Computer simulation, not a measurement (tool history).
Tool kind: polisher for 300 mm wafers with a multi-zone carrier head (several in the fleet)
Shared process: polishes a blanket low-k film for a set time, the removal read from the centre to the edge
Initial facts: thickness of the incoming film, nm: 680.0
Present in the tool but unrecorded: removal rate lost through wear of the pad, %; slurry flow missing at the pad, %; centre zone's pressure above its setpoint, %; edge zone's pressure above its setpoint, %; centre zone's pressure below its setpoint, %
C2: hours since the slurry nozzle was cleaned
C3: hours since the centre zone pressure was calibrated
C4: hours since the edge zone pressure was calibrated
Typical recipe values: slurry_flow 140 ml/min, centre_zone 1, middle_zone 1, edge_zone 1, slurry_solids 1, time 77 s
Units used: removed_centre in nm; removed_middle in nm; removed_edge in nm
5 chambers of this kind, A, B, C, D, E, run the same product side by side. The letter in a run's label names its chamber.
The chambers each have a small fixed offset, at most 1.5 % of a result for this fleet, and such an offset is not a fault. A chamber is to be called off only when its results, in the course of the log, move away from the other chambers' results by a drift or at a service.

{"run": "1A", "day": 0.379, "slurry_flow": 140, "centre_zone": 1, "middle_zone": 1, "edge_zone": 1, "slurry_solids": 1, "time": 77, "wafers polished on this pad": 193, "C2": 107.1, "C3": 219.5, "C4": 616.9, "removed_centre": 49.143, "removed_middle": 50.348, "removed_edge": 49.453}
{"run": "2D", "day": 0.729, "slurry_flow": 140, "centre_zone": 1, "middle_zone": 1, "edge_zone": 1, "slurry_solids": 1, "time": 77, "wafers polished on this pad": 1397, "C2": 209.4, "C3": 943.6, "C4": 450.4, "removed_centre": 50.324, "removed_middle": 50.216, "removed_edge": 49.07}
{"run": "3C", "day": 1.021, "slurry_flow": 140, "centre_zone": 1, "middle_zone": 1, "edge_zone": 1, "slurry_solids": 1, "time": 77, "wafers polished on this pad": 670, "C2": 109.9, "C3": 172.5, "C4": 736.7, "removed_centre": 49.642, "removed_middle": 50.072, "removed_edge": 49.017}
{"day": 1.2, "done": "chamber D: worn pad replaced by a new one"}
{"run": "4B", "day": 1.296, "slurry_flow": 140, "centre_zone": 1, "middle_zone": 1, "edge_zone": 1, "slurry_solids": 1, "time": 77, "wafers polished on this pad": 624, "C2": 415.5, "C3": 73.4, "C4": 554.3, "removed_centre": 50.089, "removed_middle": 49.342, "removed_edge": 50.402}
{"run": "5E", "day": 1.496, "slurry_flow": 140, "centre_zone": 1, "middle_zone": 1, "edge_zone": 1, "slurry_solids": 1, "time": 77, "wafers polished on this pad": 968, "C2": 533.3, "C3": 118.2, "C4": 70.2, "removed_centre": 49.927, "removed_middle": 48.918, "removed_edge": 49.603}
{"run": "6E", "day": 1.696, "slurry_flow": 140, "centre_zone": 1, "middle_zone": 1, "edge_zone": 1, "slurry_solids": 1, "time": 77, "wafers polished on this pad": 1002, "C2": 538.1, "C3": 123, "C4": 75, "removed_centre": 49.966, "removed_middle": 49.957, "removed_edge": 48.792}
{"run": "7D", "day": 1.996, "slurry_flow": 140, "centre_zone": 1, "middle_zone": 1, "edge_zone": 1, "slurry_solids": 1, "time": 77, "wafers polished on this pad": 135, "C2": 239.8, "C3": 974, "C4": 480.8, "removed_centre": 50.555, "removed_middle": 49.938, "removed_edge": 48.82}
{"run": "8C", "day": 2.329, "slurry_flow": 140, "centre_zone": 1, "middle_zone": 1, "edge_zone": 1, "slurry_solids": 1, "time": 77, "wafers polished on this pad": 891, "C2": 141.3, "C3": 203.9, "C4": 768.1, "removed_centre": 49.088, "removed_middle": 49.376, "removed_edge": 49.708}
{"day": 2.5, "done": "chamber B: worn pad replaced by a new one"}
{"day": 2.733, "done": "chamber C: worn pad replaced by a new one"}
{"run": "9A", "day": 2.738, "slurry_flow": 140, "centre_zone": 1, "middle_zone": 1, "edge_zone": 1, "slurry_solids": 1, "time": 77, "wafers polished on this pad": 592, "C2": 163.7, "C3": 276.1, "C4": 673.5, "removed_centre": 49.084, "removed_middle": 49.981, "removed_edge": 49.445}
{"run": "10B", "day": 3.112, "slurry_flow": 140, "centre_zone": 0.95, "middle_zone": 1, "edge_zone": 1, "slurry_solids": 1, "time": 98, "wafers polished on this pad": 104, "C2": 459.1, "C3": 117, "C4": 597.9, "removed_centre": 61.357, "removed_middle": 63.256, "removed_edge": 64.167}
{"day": 3.121, "done": "chamber E: slurry nozzle cleaned"}
{"day": 3.358, "done": "chamber E: worn pad replaced by a new one"}
{"run": "11A", "day": 3.404, "slurry_flow": 140, "centre_zone": 0.95, "middle_zone": 1, "edge_zone": 1, "slurry_solids": 1, "time": 98, "wafers polished on this pad": 704, "C2": 179.7, "C3": 292.1, "C4": 689.5, "removed_centre": 59.656, "removed_middle": 63.871, "removed_edge": 63.466}
{"run": "12D", "day": 3.7, "slurry_flow": 140, "centre_zone": 0.95, "middle_zone": 1, "edge_zone": 1, "slurry_solids": 1, "time": 98, "wafers polished on this pad": 423, "C2": 280.7, "C3": 1014.9, "C4": 521.7, "removed_centre": 60.159, "removed_middle": 64.047, "removed_edge": 62.313}
{"run": "13C", "day": 3.921, "slurry_flow": 140, "centre_zone": 0.95, "middle_zone": 1, "edge_zone": 1, "slurry_solids": 1, "time": 98, "wafers polished on this pad": 201, "C2": 179.5, "C3": 242.1, "C4": 806.3, "removed_centre": 57.043, "removed_middle": 62.135, "removed_edge": 61.962}
{"run": "14B", "day": 4.321, "slurry_flow": 140, "centre_zone": 0.95, "middle_zone": 1, "edge_zone": 1, "slurry_solids": 1, "time": 98, "wafers polished on this pad": 308, "C2": 488.1, "C3": 146, "C4": 626.9, "removed_centre": 59.38, "removed_middle": 62.834, "removed_edge": 64.03}
{"run": "15E", "day": 4.583, "slurry_flow": 140, "centre_zone": 1, "middle_zone": 1, "edge_zone": 1, "slurry_solids": 1, "time": 77, "wafers polished on this pad": 207, "C2": 35.2, "C3": 192.3, "C4": 144.3, "removed_centre": 50.451, "removed_middle": 50.469, "removed_edge": 49.528}
{"run": "16A", "day": 4.988, "slurry_flow": 140, "centre_zone": 1, "middle_zone": 1, "edge_zone": 1, "slurry_solids": 1, "time": 77, "wafers polished on this pad": 972, "C2": 217.7, "C3": 330.1, "C4": 727.5, "removed_centre": 49.135, "removed_middle": 50.24, "removed_edge": 49.231}
{"run": "17C", "day": 5.312, "slurry_flow": 140, "centre_zone": 1, "middle_zone": 1, "edge_zone": 1, "slurry_solids": 1, "time": 77, "wafers polished on this pad": 436, "C2": 212.9, "C3": 275.5, "C4": 839.7, "removed_centre": 47.748, "removed_middle": 48.748, "removed_edge": 48.223}
{"run": "18D", "day": 5.546, "slurry_flow": 140, "centre_zone": 1, "middle_zone": 1, "edge_zone": 1, "slurry_solids": 1, "time": 77, "wafers polished on this pad": 735, "C2": 325, "C3": 1059.2, "C4": 566, "removed_centre": 49.968, "removed_middle": 49.461, "removed_edge": 49.429}
{"day": 5.725, "done": "chamber A: worn pad replaced by a new one"}
{"run": "19E", "day": 5.821, "slurry_flow": 140, "centre_zone": 1, "middle_zone": 1, "edge_zone": 1, "slurry_solids": 1, "time": 77, "wafers polished on this pad": 416, "C2": 64.9, "C3": 222, "C4": 174, "removed_centre": 50.283, "removed_middle": 50.172, "removed_edge": 49.597}
{"run": "20B", "day": 6.054, "slurry_flow": 140, "centre_zone": 1, "middle_zone": 1, "edge_zone": 1, "slurry_solids": 1, "time": 77, "wafers polished on this pad": 601, "C2": 529.7, "C3": 187.6, "C4": 668.5, "removed_centre": 50.279, "removed_middle": 49.098, "removed_edge": 49.929}
{"run": "21B", "day": 6.404, "slurry_flow": 140, "centre_zone": 1, "middle_zone": 1, "edge_zone": 1, "slurry_solids": 1, "time": 77, "wafers polished on this pad": 660, "C2": 538.1, "C3": 196, "C4": 676.9, "removed_centre": 51.064, "removed_middle": 50.517, "removed_edge": 50.065}
{"run": "22A", "day": 6.808, "slurry_flow": 140, "centre_zone": 1, "middle_zone": 1, "edge_zone": 1, "slurry_solids": 1, "time": 77, "wafers polished on this pad": 183, "C2": 261.4, "C3": 373.8, "C4": 771.2, "removed_centre": 49.211, "removed_middle": 50.169, "removed_edge": 49.349}
{"day": 6.867, "done": "chamber B: worn pad replaced by a new one"}
{"run": "23E", "day": 7.1, "slurry_flow": 140, "centre_zone": 1, "middle_zone": 1, "edge_zone": 1, "slurry_solids": 1, "time": 77, "wafers polished on this pad": 632, "C2": 95.6, "C3": 252.7, "C4": 204.7, "removed_centre": 49.73, "removed_middle": 50.188, "removed_edge": 50.063}
{"run": "24C", "day": 7.433, "slurry_flow": 140, "centre_zone": 1, "middle_zone": 1, "edge_zone": 1, "slurry_solids": 1, "time": 77, "wafers polished on this pad": 795, "C2": 263.8, "C3": 326.4, "C4": 890.6, "removed_centre": 46.724, "removed_middle": 46.813, "removed_edge": 47.132}
{"run": "25D", "day": 7.671, "slurry_flow": 140, "centre_zone": 1, "middle_zone": 1, "edge_zone": 1, "slurry_solids": 1, "time": 77, "wafers polished on this pad": 1094, "C2": 376, "C3": 1110.2, "C4": 617, "removed_centre": 49.83, "removed_middle": 49.804, "removed_edge": 48.873}
{"run": "26C", "day": 8.046, "slurry_flow": 140, "centre_zone": 1, "middle_zone": 0.9, "edge_zone": 1, "slurry_solids": 1, "time": 77, "wafers polished on this pad": 899, "C2": 278.5, "C3": 341.1, "C4": 905.3, "removed_centre": 45.347, "removed_middle": 42.525, "removed_edge": 46.866}
{"day": 8.267, "done": "chamber D: worn pad replaced by a new one"}
{"run": "27B", "day": 8.321, "slurry_flow": 140, "centre_zone": 1, "middle_zone": 0.9, "edge_zone": 1, "slurry_solids": 1, "time": 77, "wafers polished on this pad": 246, "C2": 584.1, "C3": 242, "C4": 722.9, "removed_centre": 50.022, "removed_middle": 44.528, "removed_edge": 50.134}
{"run": "28A", "day": 8.588, "slurry_flow": 140, "centre_zone": 1, "middle_zone": 0.9, "edge_zone": 1, "slurry_solids": 1, "time": 77, "wafers polished on this pad": 484, "C2": 304.1, "C3": 416.5, "C4": 813.9, "removed_centre": 48.662, "removed_middle": 46.351, "removed_edge": 49.652}
{"run": "29E", "day": 8.975, "slurry_flow": 140, "centre_zone": 1, "middle_zone": 0.9, "edge_zone": 1, "slurry_solids": 1, "time": 77, "wafers polished on this pad": 950, "C2": 140.6, "C3": 297.7, "C4": 249.7, "removed_centre": 50.216, "removed_middle": 45.5, "removed_edge": 49.998}
{"run": "30D", "day": 9.371, "slurry_flow": 140, "centre_zone": 1, "middle_zone": 0.9, "edge_zone": 1, "slurry_solids": 1, "time": 77, "wafers polished on this pad": 186, "C2": 416.8, "C3": 1151, "C4": 657.8, "removed_centre": 50.178, "removed_middle": 44.731, "removed_edge": 49.148}
{"day": 9.417, "done": "chamber D: slurry nozzle cleaned"}
{"run": "31D", "day": 9.692, "slurry_flow": 140, "centre_zone": 1, "middle_zone": 1, "edge_zone": 1, "slurry_solids": 1, "time": 77, "wafers polished on this pad": 241, "C2": 6.6, "C3": 1158.7, "C4": 665.5, "removed_centre": 49.303, "removed_middle": 50.267, "removed_edge": 49.118}
{"run": "32E", "day": 10.033, "slurry_flow": 140, "centre_zone": 1, "middle_zone": 1, "edge_zone": 1, "slurry_solids": 1, "time": 77, "wafers polished on this pad": 1129, "C2": 166, "C3": 323.1, "C4": 275.1, "removed_centre": 49.69, "removed_middle": 49.965, "removed_edge": 49.96}

The same settings go to every chamber for the next run, one line per chamber below. Forecast the results for each:
{"run": "33A", "day": 10.325, "slurry_flow": 140, "centre_zone": 1.07, "middle_zone": 1, "edge_zone": 1, "slurry_solids": 1, "time": 77, "removed_centre": "?", "removed_middle": "?", "removed_edge": "?"}
{"run": "33B", "day": 10.325, "slurry_flow": 140, "centre_zone": 1.07, "middle_zone": 1, "edge_zone": 1, "slurry_solids": 1, "time": 77, "removed_centre": "?", "removed_middle": "?", "removed_edge": "?"}
{"run": "33C", "day": 10.325, "slurry_flow": 140, "centre_zone": 1.07, "middle_zone": 1, "edge_zone": 1, "slurry_solids": 1, "time": 77, "removed_centre": "?", "removed_middle": "?", "removed_edge": "?"}
{"run": "33D", "day": 10.325, "slurry_flow": 140, "centre_zone": 1.07, "middle_zone": 1, "edge_zone": 1, "slurry_solids": 1, "time": 77, "removed_centre": "?", "removed_middle": "?", "removed_edge": "?"}
{"run": "33E", "day": 10.325, "slurry_flow": 140, "centre_zone": 1.07, "middle_zone": 1, "edge_zone": 1, "slurry_solids": 1, "time": 77, "removed_centre": "?", "removed_middle": "?", "removed_edge": "?"}

run=33A removed_centre=54.154 removed_middle=50.024 removed_edge=49.234
run=33B removed_centre=55.239 removed_middle=49.192 removed_edge=50.076
run=33C removed_centre=46.676 removed_middle=44.646 removed_edge=46.087
run=33D removed_centre=53.935 removed_middle=49.917 removed_edge=49.395
run=33E removed_centre=53.108 removed_middle=49.649 removed_edge=49.606

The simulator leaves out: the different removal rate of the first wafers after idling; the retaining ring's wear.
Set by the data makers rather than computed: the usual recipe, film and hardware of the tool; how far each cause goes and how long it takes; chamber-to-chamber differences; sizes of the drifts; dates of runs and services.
